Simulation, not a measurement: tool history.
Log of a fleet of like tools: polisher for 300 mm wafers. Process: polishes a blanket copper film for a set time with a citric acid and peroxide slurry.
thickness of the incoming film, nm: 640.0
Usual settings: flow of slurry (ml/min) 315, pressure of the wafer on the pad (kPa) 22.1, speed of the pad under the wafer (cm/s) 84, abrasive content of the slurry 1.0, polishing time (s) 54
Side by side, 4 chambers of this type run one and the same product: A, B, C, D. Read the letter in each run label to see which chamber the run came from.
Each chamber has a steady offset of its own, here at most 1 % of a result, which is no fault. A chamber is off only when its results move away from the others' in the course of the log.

run   hour  flow of slurry (ml/min)  pressure of the wafer on the pad (kPa)  speed of the pad under the wafer (cm/s)  abrasive content of the slurry  polishing time (s)  film removed (angstrom)
       0.5  -- chamber B: worn pad replaced by a new one
       1.0  -- chamber B: slurry blender recalibrated
       6.4  -- chamber A: slurry blender recalibrated
 1B   14.2                      315                                    22.1                                       84                             1.0                  54                  1167.10
 2C   27.5                      315                                    22.1                                       84                             1.0                  54                  1146.80
      33.4  -- chamber C: worn pad replaced by a new one
 3D   38.9                      315                                    22.1                                       84                             1.0                  54                  1142.10
      41.9  -- chamber D: worn pad replaced by a new one
      43.5  -- chamber B: slurry nozzle cleaned
 4A   48.1                      315                                    22.1                                       84                             1.0                  54                  1185.10
 5D   62.2                      315                                    22.1                                       84                             1.0                  54                  1169.30
 6C   75.3                      315                                    22.1                                       84                             1.0                  54                  1187.20
      75.9  -- chamber B: worn pad replaced by a new one
 7A   86.5                      315                                    22.1                                       84                             1.0                  54                  1187.40
      89.4  -- chamber A: worn pad replaced by a new one
      92.1  -- chamber A: head pressure recalibrated
 8B   93.9                      315                                    22.1                                       84                             1.0                  54                  1164.80
 9B  103.1                      315                                    22.1                                       84                             1.0                  54                  1178.80
     112.2  -- chamber D: slurry blender recalibrated
10C  113.1                      315                                    22.1                                       84                             1.0                  54                  1155.80
     115.6  -- chamber B: slurry blender recalibrated
     122.3  -- chamber C: worn pad replaced by a new one
11D  127.1                      415                                    22.1                                       84                             1.0                  54                  1208.00
12A  138.7                      415                                    22.1                                       84                             1.0                  54                  1323.70
     140.2  -- chamber D: worn pad replaced by a new one
13B  146.4                      415                                    22.1                                       84                             1.0                  54                  1208.10
14A  156.8                      415                                    22.1                                       84                             1.0                  54                  1329.90
     157.7  -- chamber D: head pressure recalibrated
     164.9  -- chamber B: worn pad replaced by a new one
15C  165.3                      315                                    22.1                                       84                             1.0                  54                  1173.10
     169.6  -- chamber A: slurry blender recalibrated
16D  175.1                      315                                    22.1                                       84                             1.0                  54                  1165.70
17A  181.6                      315                                    22.1                                       84                             1.0                  54                  1282.40
     185.3  -- chamber D: slurry nozzle cleaned
18B  189.2                      315                                    22.1                                       84                             1.0                  54                  1156.70
19C  196.6                      315                                    22.1                                       84                             1.0                  54                  1156.80
     204.2  -- chamber C: slurry blender recalibrated
     209.7  -- chamber C: worn pad replaced by a new one
20D  210.5                      315                                    22.1                                       84                             0.8                  54                  1118.10
21A  217.3                      315                                    22.1                                       84                             0.8                  54                  1238.10
     222.4  -- chamber D: slurry blender recalibrated
22D  224.2                      315                                    22.1                                       84                             0.8                  54                  1113.90
23B  236.3                      315                                    22.1                                       84                             0.8                  54                  1115.90
     240.6  -- chamber A: worn pad replaced by a new one
     247.5  -- chamber B: worn pad replaced by a new one
     247.8  -- chamber B: slurry blender recalibrated
     248.3  -- chamber A: slurry nozzle cleaned
24C  248.8                      315                                    19.3                                       84                             1.0                  68                  1261.10
25B  256.5                      315                                    19.3                                       84                             1.0                  68                  1285.70
26A  265.8                      315                                    19.3                                       84                             1.0                  68                  1458.00

The same settings go to every chamber for the next run, one line per chamber below. Forecast the results for each:
27A  276.0                      315                                    15.9                                       84                             1.0                  54                        ?
27B  276.0                      315                                    15.9                                       84                             1.0                  54                        ?
27C  276.0                      315                                    15.9                                       84                             1.0                  54                        ?
27D  276.0                      315                                    15.9                                       84                             1.0                  54                        ?

run  film removed (angstrom)
27A                   952.20
27B                   828.90
27C                   842.91
27D                   849.06
